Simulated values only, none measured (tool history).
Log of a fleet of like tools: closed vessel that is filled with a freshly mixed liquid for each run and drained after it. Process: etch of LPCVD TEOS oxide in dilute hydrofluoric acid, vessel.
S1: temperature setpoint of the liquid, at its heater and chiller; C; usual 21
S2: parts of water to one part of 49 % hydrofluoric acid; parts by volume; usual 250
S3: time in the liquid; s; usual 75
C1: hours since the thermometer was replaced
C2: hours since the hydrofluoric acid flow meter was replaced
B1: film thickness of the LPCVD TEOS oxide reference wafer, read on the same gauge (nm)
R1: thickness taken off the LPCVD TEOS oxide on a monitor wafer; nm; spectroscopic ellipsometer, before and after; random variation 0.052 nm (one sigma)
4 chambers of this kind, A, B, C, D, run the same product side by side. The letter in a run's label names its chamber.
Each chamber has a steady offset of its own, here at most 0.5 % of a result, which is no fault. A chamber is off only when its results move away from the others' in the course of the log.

| run | hour | S1 | S2 | S3 | C1 | C2 | B1 | R1 |
|---|---|---|---|---|---|---|---|---|
| 1A | 4.2 | 21 | 250 | 75 | 384.5 | 865.1 | 150 | 5.9934 |
| 2B | 8 | 21 | 250 | 75 | 957.7 | 1263.4 | 149.98 | 6.1625 |
| 3C | 15.5 | 21 | 250 | 75 | 179.3 | 494.4 | 150 | 6.1002 |
| 4D | 22.2 | 21 | 250 | 75 | 875.7 | 891.2 | 149.97 | 6.0344 |
| 5C | 27.1 | 21 | 250 | 75 | 190.9 | 506 | 150 | 6.1581 |
| 6A | 32.6 | 21 | 250 | 75 | 412.9 | 893.5 | 149.99 | 6.0394 |
| 7D | 38 | 21 | 250 | 75 | 891.5 | 907 | 150 | 6.1187 |
| 8B | 44.8 | 21 | 250 | 75 | 994.5 | 1300.2 | 149.98 | 6.0921 |
| 9A | 50 | 21 | 250 | 75 | 430.3 | 910.9 | 150 | 6.1296 |
| 10C | 57.7 | 21 | 250 | 75 | 221.5 | 536.6 | 150 | 6.1611 |
| 11D | 63.7 | 21 | 250 | 75 | 917.2 | 932.7 | 149.99 | 6.0397 |
| 12B | 68.3 | 21 | 250 | 75 | 1018 | 1323.7 | 150 | 6.1115 |
| 13D | 73.3 | 21 | 250 | 75 | 926.8 | 942.3 | 150 | 6.0319 |
| 14C | 80.7 | 21 | 250 | 75 | 244.5 | 559.6 | 149.99 | 6.2665 |
|  | 83.8 | chamber D: hydrofluoric acid flow meter replaced |
| 15B | 85.1 | 21 | 250 | 75 | 1034.8 | 1340.5 | 150.03 | 6.2688 |
| 16A | 93.3 | 21 | 250 | 75 | 473.6 | 954.2 | 150 | 6.1084 |
| 17B | 101.2 | 21 | 250 | 105 | 1050.9 | 1356.6 | 150.01 | 8.6528 |
| 18C | 108.5 | 21 | 250 | 105 | 272.3 | 587.4 | 149.99 | 8.8202 |
| 19A | 115.9 | 21 | 250 | 105 | 496.2 | 976.8 | 150.01 | 8.6498 |
| 20D | 119.5 | 21 | 250 | 105 | 973 | 35.8 | 150 | 8.4879 |
|  | 122.5 | chamber B: hydrofluoric acid flow meter replaced |
| 21B | 127.5 | 21 | 250 | 75 | 1077.2 | 5 | 150.01 | 6.1654 |
| 22A | 132.9 | 21 | 250 | 75 | 513.2 | 993.8 | 149.98 | 6.1617 |
| 23C | 139.7 | 21 | 250 | 75 | 303.5 | 618.6 | 150.02 | 6.3891 |
| 24D | 147.3 | 21 | 250 | 75 | 1000.8 | 63.6 | 149.99 | 6.1325 |
| 25D | 154 | 21 | 250 | 75 | 1007.5 | 70.3 | 149.99 | 6.0911 |
| 26B | 160 | 25 | 325 | 75 | 1109.7 | 37.5 | 150.01 | 5.0577 |
| 27A | 164.9 | 25 | 325 | 75 | 545.2 | 1025.8 | 150.01 | 4.9502 |
| 28C | 169.7 | 25 | 325 | 75 | 333.5 | 648.6 | 150 | 5.3245 |
| 29D | 173.9 | 25 | 325 | 75 | 1027.4 | 90.2 | 150 | 4.9854 |
| 30C | 178.3 | 21 | 250 | 75 | 342.1 | 657.2 | 150.01 | 6.4559 |
| 31A | 184 | 21 | 250 | 75 | 564.3 | 1044.9 | 150 | 6.1797 |
| 32B | 191.3 | 21 | 250 | 75 | 1141 | 68.8 | 150 | 6.1758 |
| 33C | 196.4 | 21 | 250 | 75 | 360.2 | 675.3 | 149.99 | 6.6136 |
| 34A | 201.6 | 21 | 250 | 75 | 581.9 | 1062.5 | 150.01 | 6.2156 |
| 35D | 206.9 | 21 | 250 | 75 | 1060.4 | 123.2 | 149.99 | 6.0935 |
| 36B | 214.7 | 21 | 150 | 30 | 1164.4 | 92.2 | 150 | 4.5677 |

Next, every chamber runs the same settings. What will each give?
| 37A | 220.6 | 21 | 250 | 75 |  |  |  | ? |
| 37B | 220.6 | 21 | 250 | 75 |  |  |  | ? |
| 37C | 220.6 | 21 | 250 | 75 |  |  |  | ? |
| 37D | 220.6 | 21 | 250 | 75 |  |  |  | ? |

| run | R1 |
|---|---|
| 37A | 6.2004 |
| 37B | 6.1921 |
| 37C | 6.6896 |
| 37D | 6.0872 |

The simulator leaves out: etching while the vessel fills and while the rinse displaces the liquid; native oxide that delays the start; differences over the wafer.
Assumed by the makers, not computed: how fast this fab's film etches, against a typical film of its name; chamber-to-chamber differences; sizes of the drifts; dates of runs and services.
